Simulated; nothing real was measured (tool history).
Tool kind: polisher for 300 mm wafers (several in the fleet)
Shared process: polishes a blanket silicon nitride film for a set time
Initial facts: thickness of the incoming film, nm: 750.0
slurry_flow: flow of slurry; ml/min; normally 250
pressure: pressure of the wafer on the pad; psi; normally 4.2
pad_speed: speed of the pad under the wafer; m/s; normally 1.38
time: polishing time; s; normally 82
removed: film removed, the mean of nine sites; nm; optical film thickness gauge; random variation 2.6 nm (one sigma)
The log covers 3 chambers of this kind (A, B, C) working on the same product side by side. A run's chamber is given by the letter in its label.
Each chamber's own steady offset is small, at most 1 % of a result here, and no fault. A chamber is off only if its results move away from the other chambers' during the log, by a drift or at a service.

-- hour=4.5 chamber C: head pressure recalibrated
run 1B hour=4.6 | slurry_flow=250 pressure=4.2 pad_speed=1.38 time=82 | removed=182.69
run 2C hour=10.5 | slurry_flow=250 pressure=4.2 pad_speed=1.38 time=82 | removed=186.32
run 3A hour=14.9 | slurry_flow=250 pressure=4.2 pad_speed=1.38 time=82 | removed=187.70
run 4B hour=21.3 | slurry_flow=250 pressure=4.2 pad_speed=1.38 time=82 | removed=182.42
run 5C hour=26.4 | slurry_flow=250 pressure=4.2 pad_speed=1.38 time=82 | removed=185.74
-- hour=26.7 chamber B: worn pad replaced by a new one
run 6A hour=31.6 | slurry_flow=250 pressure=4.2 pad_speed=1.38 time=82 | removed=182.04
run 7B hour=36.0 | slurry_flow=250 pressure=4.2 pad_speed=1.38 time=82 | removed=185.10
run 8C hour=41.3 | slurry_flow=250 pressure=4.2 pad_speed=1.08 time=62 | removed=114.94
run 9A hour=45.6 | slurry_flow=250 pressure=4.2 pad_speed=1.08 time=62 | removed=117.55
run 10B hour=49.1 | slurry_flow=250 pressure=4.2 pad_speed=1.08 time=62 | removed=114.33
run 11C hour=53.1 | slurry_flow=250 pressure=4.2 pad_speed=1.38 time=82 | removed=184.54
run 12A hour=57.4 | slurry_flow=250 pressure=4.2 pad_speed=1.38 time=82 | removed=179.50
run 13A hour=60.9 | slurry_flow=250 pressure=4.2 pad_speed=1.38 time=82 | removed=182.24
run 14B hour=67.0 | slurry_flow=250 pressure=4.2 pad_speed=1.38 time=82 | removed=185.23
run 15C hour=71.7 | slurry_flow=250 pressure=4.2 pad_speed=1.38 time=82 | removed=176.28
run 16A hour=75.1 | slurry_flow=250 pressure=4.2 pad_speed=1.38 time=82 | removed=185.42
-- hour=75.8 chamber A: worn pad replaced by a new one
run 17C hour=80.0 | slurry_flow=250 pressure=4.2 pad_speed=1.38 time=82 | removed=172.19
run 18B hour=83.2 | slurry_flow=250 pressure=4.2 pad_speed=1.38 time=82 | removed=186.86
run 19B hour=87.7 | slurry_flow=250 pressure=4.2 pad_speed=1.38 time=82 | removed=183.30
run 20C hour=93.1 | slurry_flow=250 pressure=4.2 pad_speed=1.38 time=82 | removed=170.69
run 21A hour=98.7 | slurry_flow=250 pressure=4.2 pad_speed=1.38 time=82 | removed=186.54

For the next run the whole fleet of 3 chambers uses the same settings. Give each chamber's results:
run 22A hour=103.3 | slurry_flow=250 pressure=4.2 pad_speed=1.38 time=82 | removed=?
run 22B hour=103.3 | slurry_flow=250 pressure=4.2 pad_speed=1.38 time=82 | removed=?
run 22C hour=103.3 | slurry_flow=250 pressure=4.2 pad_speed=1.38 time=82 | removed=?

run=22A removed=185.61
run=22B removed=180.83
run=22C removed=168.15
